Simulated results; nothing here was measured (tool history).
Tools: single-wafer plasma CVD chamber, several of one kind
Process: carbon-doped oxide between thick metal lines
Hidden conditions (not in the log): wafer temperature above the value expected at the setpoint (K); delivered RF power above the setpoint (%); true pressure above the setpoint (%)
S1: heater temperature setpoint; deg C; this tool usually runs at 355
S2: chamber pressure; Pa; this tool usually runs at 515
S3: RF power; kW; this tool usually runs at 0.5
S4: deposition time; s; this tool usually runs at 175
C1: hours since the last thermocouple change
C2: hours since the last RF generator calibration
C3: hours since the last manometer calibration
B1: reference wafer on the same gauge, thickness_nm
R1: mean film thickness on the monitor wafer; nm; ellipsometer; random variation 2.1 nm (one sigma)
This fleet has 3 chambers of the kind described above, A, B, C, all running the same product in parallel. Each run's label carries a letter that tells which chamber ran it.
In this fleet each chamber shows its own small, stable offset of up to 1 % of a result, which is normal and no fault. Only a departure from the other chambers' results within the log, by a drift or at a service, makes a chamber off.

{"run": "1C", "hour": 9.3, "S1": 355, "S2": 515, "S3": 0.5, "S4": 175, "C1": 820.6, "C2": 2537.4, "C3": 1052.8, "B1": 996.63, "R1": 831.41}
{"run": "2B", "hour": 23.7, "S1": 355, "S2": 515, "S3": 0.5, "S4": 175, "C1": 30.9, "C2": 531.3, "C3": 2146.1, "B1": 997.24, "R1": 843.86}
{"run": "3A", "hour": 31.6, "S1": 355, "S2": 515, "S3": 0.5, "S4": 175, "C1": 1013.3, "C2": 1148.1, "C3": 702, "B1": 997.94, "R1": 838.18}
{"run": "4A", "hour": 41.5, "S1": 355, "S2": 515, "S3": 0.5, "S4": 175, "C1": 1023.2, "C2": 1158, "C3": 711.9, "B1": 997.38, "R1": 840.22}
{"run": "5C", "hour": 52.3, "S1": 355, "S2": 515, "S3": 0.5, "S4": 175, "C1": 863.6, "C2": 2580.4, "C3": 1095.8, "B1": 996.75, "R1": 837.41}
{"hour": 57.2, "done": "chamber C: RF generator calibrated"}
{"run": "6B", "hour": 67.2, "S1": 355, "S2": 515, "S3": 0.5, "S4": 175, "C1": 74.4, "C2": 574.8, "C3": 2189.6, "B1": 997.33, "R1": 841.9}
{"run": "7C", "hour": 75.6, "S1": 355, "S2": 515, "S3": 0.5, "S4": 175, "C1": 886.9, "C2": 18.5, "C3": 1119.1, "B1": 996.41, "R1": 834.74}
{"run": "8B", "hour": 85.4, "S1": 355, "S2": 515, "S3": 0.5, "S4": 175, "C1": 92.6, "C2": 593, "C3": 2207.8, "B1": 997.51, "R1": 842.43}
{"run": "9A", "hour": 95.2, "S1": 355, "S2": 515, "S3": 0.405, "S4": 209, "C1": 1076.9, "C2": 1211.7, "C3": 765.6, "B1": 997.37, "R1": 864.36}
{"run": "10C", "hour": 101.9, "S1": 355, "S2": 515, "S3": 0.405, "S4": 209, "C1": 913.2, "C2": 44.8, "C3": 1145.4, "B1": 996.92, "R1": 860.81}
{"run": "11B", "hour": 109.9, "S1": 355, "S2": 515, "S3": 0.405, "S4": 209, "C1": 117.1, "C2": 617.5, "C3": 2232.3, "B1": 997.62, "R1": 868.79}
{"run": "12A", "hour": 120.8, "S1": 364, "S2": 515, "S3": 0.5, "S4": 175, "C1": 1102.5, "C2": 1237.3, "C3": 791.2, "B1": 996.95, "R1": 818.65}
{"run": "13A", "hour": 133.8, "S1": 364, "S2": 515, "S3": 0.5, "S4": 175, "C1": 1115.5, "C2": 1250.3, "C3": 804.2, "B1": 997.14, "R1": 824.04}
{"run": "14B", "hour": 146.3, "S1": 364, "S2": 515, "S3": 0.5, "S4": 175, "C1": 153.5, "C2": 653.9, "C3": 2268.7, "B1": 997.26, "R1": 823.72}
{"run": "15C", "hour": 153.2, "S1": 355, "S2": 515, "S3": 0.5, "S4": 175, "C1": 964.5, "C2": 96.1, "C3": 1196.7, "B1": 997.4, "R1": 833.59}
{"run": "16A", "hour": 167.3, "S1": 355, "S2": 515, "S3": 0.5, "S4": 175, "C1": 1149, "C2": 1283.8, "C3": 837.7, "B1": 997.79, "R1": 837.2}
{"run": "17B", "hour": 176.8, "S1": 355, "S2": 515, "S3": 0.5, "S4": 175, "C1": 184, "C2": 684.4, "C3": 2299.2, "B1": 997.11, "R1": 848.63}
{"run": "18C", "hour": 185.5, "S1": 355, "S2": 515, "S3": 0.545, "S4": 175, "C1": 996.8, "C2": 128.4, "C3": 1229, "B1": 997.26, "R1": 879.69}
{"run": "19B", "hour": 199.5, "S1": 355, "S2": 515, "S3": 0.545, "S4": 175, "C1": 206.7, "C2": 707.1, "C3": 2321.9, "B1": 996.78, "R1": 890.38}
{"run": "20A", "hour": 210.0, "S1": 355, "S2": 515, "S3": 0.545, "S4": 175, "C1": 1191.7, "C2": 1326.5, "C3": 880.4, "B1": 996.87, "R1": 879.82}
{"run": "21C", "hour": 224.0, "S1": 355, "S2": 515, "S3": 0.5, "S4": 175, "C1": 1035.3, "C2": 166.9, "C3": 1267.5, "B1": 997.55, "R1": 834.66}
{"run": "22B", "hour": 235.2, "S1": 355, "S2": 515, "S3": 0.5, "S4": 175, "C1": 242.4, "C2": 742.8, "C3": 2357.6, "B1": 996.8, "R1": 845.02}
{"run": "23A", "hour": 244.3, "S1": 355, "S2": 515, "S3": 0.5, "S4": 175, "C1": 1226, "C2": 1360.8, "C3": 914.7, "B1": 996.96, "R1": 842.09}
{"run": "24C", "hour": 250.9, "S1": 355, "S2": 515, "S3": 0.5, "S4": 175, "C1": 1062.2, "C2": 193.8, "C3": 1294.4, "B1": 997.39, "R1": 834.76}
{"run": "25C", "hour": 258.7, "S1": 355, "S2": 515, "S3": 0.5, "S4": 175, "C1": 1070, "C2": 201.6, "C3": 1302.2, "B1": 996.88, "R1": 836.19}
{"hour": 261.8, "done": "chamber B: capacitance manometer re-zeroed and calibrated"}
{"run": "26B", "hour": 273.5, "S1": 355, "S2": 515, "S3": 0.5, "S4": 175, "C1": 280.7, "C2": 781.1, "C3": 11.7, "B1": 996.82, "R1": 842.53}
{"run": "27A", "hour": 282.9, "S1": 355, "S2": 515, "S3": 0.5, "S4": 175, "C1": 1264.6, "C2": 1399.4, "C3": 953.3, "B1": 996.26, "R1": 838.77}
{"run": "28B", "hour": 294.1, "S1": 355, "S2": 515, "S3": 0.5, "S4": 175, "C1": 301.3, "C2": 801.7, "C3": 32.3, "B1": 997.07, "R1": 841.16}
{"run": "29A", "hour": 303.9, "S1": 369, "S2": 515, "S3": 0.5, "S4": 175, "C1": 1285.6, "C2": 1420.4, "C3": 974.3, "B1": 997.06, "R1": 811.95}
{"run": "30C", "hour": 317.7, "S1": 369, "S2": 515, "S3": 0.5, "S4": 175, "C1": 1129, "C2": 260.6, "C3": 1361.2, "B1": 996.87, "R1": 807.61}
{"run": "31A", "hour": 327.5, "S1": 369, "S2": 515, "S3": 0.5, "S4": 175, "C1": 1309.2, "C2": 1444, "C3": 997.9, "B1": 997.23, "R1": 809.93}
{"run": "32B", "hour": 334.0, "S1": 355, "S2": 515, "S3": 0.5, "S4": 175, "C1": 341.2, "C2": 841.6, "C3": 72.2, "B1": 996.55, "R1": 842.13}
{"run": "33C", "hour": 341.9, "S1": 355, "S2": 421, "S3": 0.5, "S4": 175, "C1": 1153.2, "C2": 284.8, "C3": 1385.4, "B1": 996.25, "R1": 816.37}
{"run": "34C", "hour": 351.5, "S1": 355, "S2": 421, "S3": 0.5, "S4": 175, "C1": 1162.8, "C2": 294.4, "C3": 1395, "B1": 997.23, "R1": 817.22}
{"run": "35A", "hour": 365.5, "S1": 355, "S2": 421, "S3": 0.5, "S4": 175, "C1": 1347.2, "C2": 1482, "C3": 1035.9, "B1": 997, "R1": 820.74}
{"run": "36B", "hour": 378.4, "S1": 355, "S2": 515, "S3": 0.5, "S4": 175, "C1": 385.6, "C2": 886, "C3": 116.6, "B1": 997.59, "R1": 845.58}
{"run": "37B", "hour": 386.3, "S1": 355, "S2": 515, "S3": 0.5, "S4": 175, "C1": 393.5, "C2": 893.9, "C3": 124.5, "B1": 996.92, "R1": 839.76}
{"run": "38C", "hour": 401.0, "S1": 355, "S2": 515, "S3": 0.5, "S4": 175, "C1": 1212.3, "C2": 343.9, "C3": 1444.5, "B1": 996.57, "R1": 836.26}
{"run": "39A", "hour": 411.8, "S1": 355, "S2": 515, "S3": 0.5, "S4": 175, "C1": 1393.5, "C2": 1528.3, "C3": 1082.2, "B1": 996.97, "R1": 836.25}
{"run": "40C", "hour": 426.1, "S1": 355, "S2": 515, "S3": 0.5, "S4": 175, "C1": 1237.4, "C2": 369, "C3": 1469.6, "B1": 996.99, "R1": 837.17}
{"run": "41A", "hour": 434.5, "S1": 355, "S2": 515, "S3": 0.5, "S4": 175, "C1": 1416.2, "C2": 1551, "C3": 1104.9, "B1": 996.55, "R1": 840.32}

Each of the 3 chambers runs these same settings next. Fill in every chamber's results:
{"run": "42A", "hour": 445.2, "S1": 355, "S2": 515, "S3": 0.5, "S4": 175, "R1": "?"}
{"run": "42B", "hour": 445.2, "S1": 355, "S2": 515, "S3": 0.5, "S4": 175, "R1": "?"}
{"run": "42C", "hour": 445.2, "S1": 355, "S2": 515, "S3": 0.5, "S4": 175, "R1": "?"}

run=42A R1=837.16
run=42B R1=846.49
run=42C R1=838.05
